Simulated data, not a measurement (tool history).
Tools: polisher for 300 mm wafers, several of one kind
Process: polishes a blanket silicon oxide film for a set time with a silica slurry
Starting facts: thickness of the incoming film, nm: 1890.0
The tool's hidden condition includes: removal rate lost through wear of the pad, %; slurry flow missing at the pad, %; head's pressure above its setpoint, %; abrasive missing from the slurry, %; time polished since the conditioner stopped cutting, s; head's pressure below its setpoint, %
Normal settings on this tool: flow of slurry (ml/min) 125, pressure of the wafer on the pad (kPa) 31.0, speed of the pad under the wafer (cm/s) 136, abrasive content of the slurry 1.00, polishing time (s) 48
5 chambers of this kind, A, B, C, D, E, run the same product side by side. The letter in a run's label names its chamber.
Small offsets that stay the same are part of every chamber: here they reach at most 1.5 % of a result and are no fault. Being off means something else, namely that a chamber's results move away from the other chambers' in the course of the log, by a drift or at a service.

run,hour,flow of slurry (ml/min),pressure of the wafer on the pad (kPa),speed of the pad under the wafer (cm/s),abrasive content of the slurry,polishing time (s),wafers polished on this pad,hours since the slurry nozzle was cleaned,hours since the head pressure was calibrated,hours since the slurry blender was calibrated,hours since the conditioning disc was replaced,film removed (Å)
# hour 3.7: chamber E: worn pad replaced by a new one
# hour 5.2: chamber C: conditioning disc replaced and pad reconditioned
1D,9.5,125,31.0,136,1.00,48,867,284.1,1487.7,156.4,136.6,1689.0
# hour 13.9: chamber B: worn pad replaced by a new one
# hour 23.5: chamber B: conditioning disc replaced and pad reconditioned
2B,23.7,125,31.0,136,1.00,48,147,37.6,634.2,119.5,0.2,1700.3
3E,33.9,125,31.0,136,1.00,48,453,42.9,185.6,68.1,40.6,1732.2
# hour 46.8: chamber D: worn pad replaced by a new one
4C,46.9,125,31.0,136,1.00,48,935,87.7,475.9,62.3,41.7,1687.1
# hour 51.9: chamber C: worn pad replaced by a new one
# hour 54.3: chamber A: worn pad replaced by a new one
5A,56.7,125,31.0,136,1.00,48,36,271.0,104.2,298.7,418.1,1686.3
6B,69.9,125,31.0,136,1.00,48,841,83.8,680.4,165.7,46.4,1684.0
# hour 80.2: chamber E: worn pad replaced by a new one
# hour 81.9: chamber A: slurry blender recalibrated
7E,82.4,125,31.0,136,1.00,48,34,91.4,234.1,116.6,89.1,1719.7
# hour 90.0: chamber E: slurry blender recalibrated
# hour 94.6: chamber B: worn pad replaced by a new one
8C,96.4,125,31.0,136,1.00,48,669,137.2,525.4,111.8,91.2,1679.2
# hour 106.5: chamber A: slurry nozzle cleaned
9D,106.6,90,31.0,136,1.00,48,898,381.2,1584.8,253.5,233.7,1558.9
# hour 115.6: chamber C: worn pad replaced by a new one
10A,116.9,90,31.0,136,1.00,48,940,10.5,164.4,35.0,478.3,1569.9
# hour 118.4: chamber B: head pressure recalibrated
11B,128.7,90,31.0,136,1.00,48,512,142.6,10.3,224.5,105.2,1566.1
# hour 133.9: chamber A: worn pad replaced by a new one
# hour 137.1: chamber D: worn pad replaced by a new one
12A,138.9,90,31.0,136,1.00,48,75,32.5,186.4,57.0,500.3,1564.4
# hour 144.0: chamber B: conditioning disc replaced and pad reconditioned
13C,153.3,90,31.0,136,1.00,48,567,194.1,582.3,168.7,148.1,1572.3
# hour 160.9: chamber E: worn pad replaced by a new one
14E,163.4,125,31.0,136,1.00,48,38,172.4,315.1,73.4,170.1,1702.4
# hour 173.4: chamber D: head pressure recalibrated
# hour 175.6: chamber B: worn pad replaced by a new one
15D,178.1,125,31.0,136,1.00,48,616,452.7,4.8,325.0,305.2,1666.1
# hour 185.5: chamber E: slurry blender recalibrated
16A,191.1,125,31.0,136,1.00,48,860,84.7,238.6,109.2,552.5,1659.5
# hour 199.1: chamber C: worn pad replaced by a new one
# hour 201.9: chamber E: conditioning disc replaced and pad reconditioned
# hour 202.4: chamber B: slurry nozzle cleaned
17B,205.7,125,31.0,136,1.00,48,453,3.4,87.3,301.5,61.8,1694.7
18C,215.1,125,31.0,136,1.00,48,241,255.9,644.1,230.5,209.9,1713.3
# hour 226.7: chamber D: conditioning disc replaced and pad reconditioned
19D,229.3,125,31.0,136,1.00,48,1385,503.9,56.0,376.2,2.7,1636.9
# hour 230.0: chamber A: conditioning disc replaced and pad reconditioned
# hour 230.3: chamber A: worn pad replaced by a new one
# hour 231.6: chamber E: worn pad replaced by a new one
# hour 233.0: chamber D: slurry blender recalibrated
20E,239.0,125,31.0,136,1.00,48,111,248.0,390.7,53.6,37.2,1697.7
# hour 241.0: chamber C: slurry blender recalibrated
# hour 241.7: chamber D: worn pad replaced by a new one
# hour 246.6: chamber B: worn pad replaced by a new one
21A,249.1,125,31.0,136,1.00,48,283,142.7,296.6,167.2,19.2,1676.0
# hour 255.4: chamber E: slurry nozzle cleaned
# hour 255.8: chamber B: conditioning disc replaced and pad reconditioned
22E,259.4,125,31.0,136,1.00,48,418,4.1,411.1,74.0,57.6,1711.2
23D,266.5,125,31.0,136,1.00,48,372,541.1,93.2,33.5,39.9,1624.0
# hour 271.6: chamber C: worn pad replaced by a new one
24C,274.7,125,31.0,136,1.00,48,46,315.5,703.7,33.8,269.5,1686.9
25B,284.8,125,31.0,136,1.00,48,575,82.5,166.4,380.6,29.1,1704.0
# hour 299.4: chamber E: slurry blender recalibrated
26B,300.1,125,31.0,136,1.00,48,805,97.8,181.7,395.9,44.4,1681.2
27D,308.5,125,31.0,136,1.00,48,1003,583.1,135.2,75.5,81.9,1600.7
# hour 311.9: chamber E: worn pad replaced by a new one
28A,319.8,125,31.0,136,0.85,61,1345,213.4,367.3,237.9,89.9,1975.7
# hour 329.6: chamber A: worn pad replaced by a new one
29C,333.9,125,31.0,136,0.85,61,936,374.7,762.9,93.0,328.7,1979.4
30E,346.8,125,31.0,136,0.85,61,524,91.5,498.5,47.5,145.0,2019.2
31E,354.2,125,31.0,136,0.85,61,636,98.9,505.9,54.9,152.4,2017.6
32A,365.3,125,31.0,136,0.85,61,537,258.9,412.8,283.4,135.4,1963.0

Predict what each chamber gives when all 5 of them run the settings below next.
33A,376.6,125,31.0,136,1.20,48,,,,,,?
33B,376.6,125,31.0,136,1.20,48,,,,,,?
33C,376.6,125,31.0,136,1.20,48,,,,,,?
33D,376.6,125,31.0,136,1.20,48,,,,,,?
33E,376.6,125,31.0,136,1.20,48,,,,,,?

run,film removed (Å)
33A,1814.3
33B,1846.7
33C,1801.3
33D,1725.6
33E,1840.9
